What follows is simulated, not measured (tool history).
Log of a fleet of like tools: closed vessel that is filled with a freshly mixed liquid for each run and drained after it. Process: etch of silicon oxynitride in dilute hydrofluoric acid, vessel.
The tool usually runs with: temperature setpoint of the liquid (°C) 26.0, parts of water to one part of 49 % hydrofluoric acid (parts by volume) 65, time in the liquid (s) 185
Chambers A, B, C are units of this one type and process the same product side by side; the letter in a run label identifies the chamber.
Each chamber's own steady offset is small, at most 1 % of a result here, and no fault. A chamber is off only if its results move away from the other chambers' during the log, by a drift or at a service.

run,hour,temperature setpoint of the liquid (°C),parts of water to one part of 49 % hydrofluoric acid (parts by volume),time in the liquid (s),hours since the thermometer was replaced,hours since the hydrofluoric acid flow meter was replaced,"read-back film thickness of the silicon oxynitride reference wafer, read on the same gauge (nm)",thickness taken off the silicon oxynitride on a monitor wafer (angstrom)
1C,7.6,26.0,65,185,188.3,419.5,100.010,100.570
2B,17.1,26.0,65,185,776.5,271.9,100.010,100.600
3A,26.8,26.0,65,185,1294.0,85.6,99.996,99.713
4C,34.2,26.0,65,185,214.9,446.1,99.981,100.930
5A,39.7,29.0,50,185,1306.9,98.5,99.983,152.620
6B,49.2,29.0,50,185,808.6,304.0,100.010,153.180
7A,58.8,29.0,50,185,1326.0,117.6,99.997,156.400
8B,65.9,26.0,65,185,825.3,320.7,100.000,99.996
9C,73.7,26.0,65,185,254.4,485.6,100.010,99.981
10B,84.5,26.0,65,185,843.9,339.3,99.989,100.660
11A,91.7,26.0,65,185,1358.9,150.5,100.010,104.480
12C,102.6,30.5,65,185,283.3,514.5,100.000,125.390
13A,111.7,30.5,65,185,1378.9,170.5,99.962,128.540
14B,121.1,30.5,65,185,880.5,375.9,100.010,123.710
15C,127.4,21.5,65,185,308.1,539.3,99.995,80.157
16A,135.6,21.5,65,185,1402.8,194.4,99.982,85.329
17B,141.5,21.5,65,185,900.9,396.3,100.010,81.848
18C,151.8,26.0,65,185,332.5,563.7,99.995,101.200
19B,162.1,26.0,65,185,921.5,416.9,99.992,99.667
20C,172.4,26.0,65,185,353.1,584.3,100.000,101.710
21A,178.3,24.0,65,185,1445.5,237.1,99.992,98.793
22A,186.3,24.0,65,185,1453.5,245.1,100.040,100.450

Each of the 3 chambers runs these same settings next. Fill in every chamber's results:
23A,194.2,26.0,65,185,,,,?
23B,194.2,26.0,65,185,,,,?
23C,194.2,26.0,65,185,,,,?

run,thickness taken off the silicon oxynitride on a monitor wafer (angstrom)
23A,111.470
23B,99.222
23C,101.670
